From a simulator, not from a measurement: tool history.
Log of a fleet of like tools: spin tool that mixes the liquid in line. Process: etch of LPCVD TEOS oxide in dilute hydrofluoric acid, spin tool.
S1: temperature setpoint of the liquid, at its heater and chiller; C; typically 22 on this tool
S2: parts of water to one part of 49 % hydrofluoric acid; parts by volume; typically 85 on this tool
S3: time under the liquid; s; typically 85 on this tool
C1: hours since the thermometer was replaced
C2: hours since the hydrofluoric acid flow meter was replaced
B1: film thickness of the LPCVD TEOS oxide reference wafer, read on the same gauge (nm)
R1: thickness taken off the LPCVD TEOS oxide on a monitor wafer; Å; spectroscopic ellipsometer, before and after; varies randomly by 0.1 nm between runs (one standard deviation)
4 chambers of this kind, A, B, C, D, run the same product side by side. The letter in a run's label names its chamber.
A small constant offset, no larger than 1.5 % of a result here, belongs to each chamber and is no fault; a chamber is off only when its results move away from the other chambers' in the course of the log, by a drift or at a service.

run,hour,S1,S2,S3,C1,C2,B1,R1
1A,6.1,22,85,85,449,1592,110.01,157.99
2B,14.6,22,85,85,781.6,1255.4,110,156.81
3C,19.9,22,85,85,486.5,991.9,109.98,159.32
4D,27.8,22,85,85,92.1,131.5,110.02,161.25
5D,32.1,22,85,85,96.4,135.8,110,162.43
6A,38.1,22,85,85,481,1624,109.98,159.47
7C,42.5,22,85,85,509.1,1014.5,110.02,158.89
8B,49.7,22,85,85,816.7,1290.5,110,154.95
9D,57.5,22,85,85,121.8,161.2,110.02,160.19
10A,66,22,85,85,508.9,1651.9,109.98,159.39
11C,70.6,22,85,85,537.2,1042.6,110,159.35
12B,78.3,22,85,85,845.3,1319.1,110,157.43
13A,87,26.5,70,85,529.9,1672.9,110.02,233.47
14C,93.7,26.5,70,85,560.3,1065.7,110,237.72
15B,97.8,26.5,70,85,864.8,1338.6,110.02,230.62
16D,102,26.5,70,85,166.3,205.7,110.01,242.55
17C,108.9,22,85,85,575.5,1080.9,110,160.09
18A,114.5,22,85,85,557.4,1700.4,109.99,158.93
19D,122.7,22,85,85,187,226.4,109.98,163.97
20B,130.9,22,85,85,897.9,1371.7,110.03,155.84
21A,138.1,19.5,50,85,581,1724,110,253.88
22B,146.7,19.5,50,85,913.7,1387.5,110.03,247.04
23C,153.8,19.5,50,85,620.4,1125.8,110,249.91
24D,158.4,19.5,50,85,222.7,262.1,109.99,264.73
# hour 162.1: chamber C: hydrofluoric acid flow meter replaced
25C,162.6,22,85,85,629.2,0.6,109.98,158.69
26D,170.9,22,85,85,235.2,274.6,110.01,164.45
27A,175.7,22,85,85,618.6,1761.6,109.99,159.91
28B,180.6,22,85,85,947.6,1421.4,110,156.73
29C,187.2,22,85,85,653.8,25.2,110.02,158.98
30D,191.6,22,85,85,255.9,295.3,109.98,167.54
31A,195.7,19,85,115,638.6,1781.6,110.02,191.48
32B,199.6,19,85,115,966.6,1440.4,110.01,189.25
33B,207.6,19,85,115,974.6,1448.4,109.98,187.4
34D,212.3,19,85,115,276.6,316,110,200.08

Has any chamber moved away from the others, gradually or after a service, or does the common gauge drift, or do the chambers differ only by their own small steady offsets? State the chamber and the most likely cause if one applies.

Chamber D drifts away from the others.
Most likely cause: hydrofluoric acid flow above the setpoint (%) = 3.6.
The log might look much the same if the cause were instead: liquid hotter than its thermometer reads (K).

Below are 4 candidate recipes for chamber D's next run, each the usual settings with a change, their results shown as question marks. Which of them brings D's results back in line with what the other chambers give on the usual settings?
A result is in line if it is within this distance of the other chambers' mean on the usual settings: R1 3.6 Å
35D-1,218.7,21.5,85,85,,,,?
35D-2,218.7,22,85,90,,,,?
35D-3,218.7,22,85,80,,,,?
35D-4,218.7,22.5,85,85,,,,?

The mean the other chambers reach with the usual settings: R1 158.44 Å
run,R1
35D-1,163.65
35D-2,176.93
35D-3,157.27
35D-4,170.54
35D-3 puts the chamber back in line with the other chambers.
